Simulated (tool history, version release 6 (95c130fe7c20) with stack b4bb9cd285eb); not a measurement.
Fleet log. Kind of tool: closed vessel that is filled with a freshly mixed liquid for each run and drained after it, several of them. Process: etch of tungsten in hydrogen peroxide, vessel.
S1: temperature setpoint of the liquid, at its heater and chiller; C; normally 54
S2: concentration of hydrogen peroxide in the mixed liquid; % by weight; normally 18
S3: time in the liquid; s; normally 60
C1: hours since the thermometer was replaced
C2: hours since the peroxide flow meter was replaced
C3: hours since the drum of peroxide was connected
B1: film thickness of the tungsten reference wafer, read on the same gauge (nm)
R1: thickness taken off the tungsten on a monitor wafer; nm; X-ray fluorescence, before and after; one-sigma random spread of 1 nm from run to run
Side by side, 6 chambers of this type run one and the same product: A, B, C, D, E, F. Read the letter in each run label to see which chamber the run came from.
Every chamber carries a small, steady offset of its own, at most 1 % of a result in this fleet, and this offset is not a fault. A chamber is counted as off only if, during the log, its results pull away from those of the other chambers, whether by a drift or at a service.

run 1F hour=4.5 | S1=54 S2=18 S3=60 | C1=556.2 C2=445.7 C3=223.5 | B1=79.972 | R1=201.13
run 2D hour=12.5 | S1=54 S2=18 S3=60 | C1=2438.8 C2=478.2 C3=254.6 | B1=80.014 | R1=203.43
-- hour=13.9 chamber E: peroxide flow meter replaced
run 3B hour=16.7 | S1=54 S2=18 S3=60 | C1=524 C2=201.1 C3=474.1 | B1=79.986 | R1=202.01
run 4E hour=24.7 | S1=54 S2=18 S3=60 | C1=918 C2=10.8 C3=330.6 | B1=80.001 | R1=200.29
-- hour=25.5 chamber D: new drum of peroxide connected
run 5C hour=32.1 | S1=54 S2=18 S3=60 | C1=462.8 C2=264.1 C3=356 | B1=79.994 | R1=202.97
run 6A hour=38.8 | S1=54 S2=15.5 S3=60 | C1=329.8 C2=605.8 C3=293.8 | B1=80.005 | R1=189.05
run 7A hour=46 | S1=54 S2=15.5 S3=60 | C1=337 C2=613 C3=301 | B1=79.999 | R1=189.01
-- hour=48.7 chamber C: new drum of peroxide connected
run 8F hour=50.5 | S1=54 S2=15.5 S3=60 | C1=602.2 C2=491.7 C3=269.5 | B1=80.015 | R1=187.66
run 9B hour=54.8 | S1=54 S2=15.5 S3=60 | C1=562.1 C2=239.2 C3=512.2 | B1=79.982 | R1=188.85
run 10C hour=62.4 | S1=54 S2=15.5 S3=60 | C1=493.1 C2=294.4 C3=13.7 | B1=80.019 | R1=188.64
-- hour=66.9 chamber F: new drum of peroxide connected
run 11E hour=69.3 | S1=54 S2=15.5 S3=60 | C1=962.6 C2=55.4 C3=375.2 | B1=80.019 | R1=187.47
run 12D hour=73.8 | S1=54 S2=18 S3=60 | C1=2500.1 C2=539.5 C3=48.3 | B1=79.988 | R1=203.79
run 13A hour=79.1 | S1=54 S2=18 S3=60 | C1=370.1 C2=646.1 C3=334.1 | B1=79.962 | R1=203.9
-- hour=82.7 chamber A: new drum of peroxide connected
run 14F hour=83.2 | S1=54 S2=18 S3=60 | C1=634.9 C2=524.4 C3=16.3 | B1=80.023 | R1=203.25
run 15C hour=88.6 | S1=54 S2=18 S3=60 | C1=519.3 C2=320.6 C3=39.9 | B1=80.01 | R1=204.72
run 16D hour=92.4 | S1=54 S2=18 S3=60 | C1=2518.7 C2=558.1 C3=66.9 | B1=80.036 | R1=202.35
run 17E hour=100.1 | S1=54 S2=18 S3=60 | C1=993.4 C2=86.2 C3=406 | B1=80 | R1=204.57
run 18B hour=103.9 | S1=54 S2=18 S3=60 | C1=611.2 C2=288.3 C3=561.3 | B1=80.026 | R1=203.48
run 19E hour=108.1 | S1=54 S2=18 S3=60 | C1=1001.4 C2=94.2 C3=414 | B1=79.974 | R1=203.22
run 20A hour=113.3 | S1=54 S2=18 S3=60 | C1=404.3 C2=680.3 C3=30.7 | B1=79.975 | R1=204.44
-- hour=115.4 chamber E: new drum of peroxide connected
run 21C hour=120 | S1=54 S2=18 S3=40 | C1=550.7 C2=352 C3=71.3 | B1=80.026 | R1=135.25
-- hour=122.5 chamber B: new drum of peroxide connected
run 22F hour=125.8 | S1=54 S2=18 S3=40 | C1=677.5 C2=567 C3=58.9 | B1=79.998 | R1=134.66
run 23D hour=133.5 | S1=54 S2=18 S3=40 | C1=2559.8 C2=599.2 C3=108 | B1=79.982 | R1=133.15
run 24B hour=140.1 | S1=54 S2=18 S3=40 | C1=647.4 C2=324.5 C3=17.6 | B1=80.03 | R1=136.34
run 25D hour=146.7 | S1=54 S2=18 S3=40 | C1=2573 C2=612.4 C3=121.2 | B1=80.008 | R1=134.18
run 26A hour=151.7 | S1=54 S2=18 S3=40 | C1=442.7 C2=718.7 C3=69.1 | B1=80.019 | R1=135.37
run 27C hour=157.5 | S1=54 S2=18 S3=60 | C1=588.2 C2=389.5 C3=108.8 | B1=80.014 | R1=204.52
run 28B hour=163 | S1=54 S2=18 S3=60 | C1=670.3 C2=347.4 C3=40.5 | B1=80.011 | R1=203.68
run 29E hour=167.5 | S1=54 S2=18 S3=60 | C1=1060.8 C2=153.6 C3=52.2 | B1=80.002 | R1=201.55
run 30F hour=173.2 | S1=54 S2=18 S3=60 | C1=724.9 C2=614.4 C3=106.3 | B1=79.978 | R1=200.92
run 31C hour=180.4 | S1=54 S2=18 S3=60 | C1=611.1 C2=412.4 C3=131.7 | B1=80 | R1=201.06
run 32D hour=187.5 | S1=54 S2=18 S3=60 | C1=2613.8 C2=653.2 C3=162 | B1=79.975 | R1=198.78
run 33A hour=194.7 | S1=54 S2=18 S3=60 | C1=485.7 C2=761.7 C3=112.1 | B1=79.991 | R1=203.82
run 34F hour=202.8 | S1=54 S2=18 S3=60 | C1=754.5 C2=644 C3=135.9 | B1=80.004 | R1=201.04
run 35E hour=209.3 | S1=54 S2=18 S3=60 | C1=1102.6 C2=195.4 C3=94 | B1=80.028 | R1=200.32
run 36B hour=215.5 | S1=54 S2=18 S3=60 | C1=722.8 C2=399.9 C3=93 | B1=79.955 | R1=202.67
run 37F hour=221.7 | S1=54 S2=18 S3=60 | C1=773.4 C2=662.9 C3=154.8 | B1=79.951 | R1=202.94
run 38B hour=227.2 | S1=54 S2=18 S3=60 | C1=734.5 C2=411.6 C3=104.7 | B1=79.988 | R1=202.73
run 39A hour=233.7 | S1=54 S2=18 S3=60 | C1=524.7 C2=800.7 C3=151.1 | B1=80.011 | R1=203.76

The same settings go to every chamber for the next run, one line per chamber below. Forecast the results for each:
run 40A hour=239.5 | S1=54 S2=21.5 S3=60 | R1=?
run 40B hour=239.5 | S1=54 S2=21.5 S3=60 | R1=?
run 40C hour=239.5 | S1=54 S2=21.5 S3=60 | R1=?
run 40D hour=239.5 | S1=54 S2=21.5 S3=60 | R1=?
run 40E hour=239.5 | S1=54 S2=21.5 S3=60 | R1=?
run 40F hour=239.5 | S1=54 S2=21.5 S3=60 | R1=?

run=40A R1=224.34
run=40B R1=223
run=40C R1=222.24
run=40D R1=215.13
run=40E R1=222.41
run=40F R1=219.7
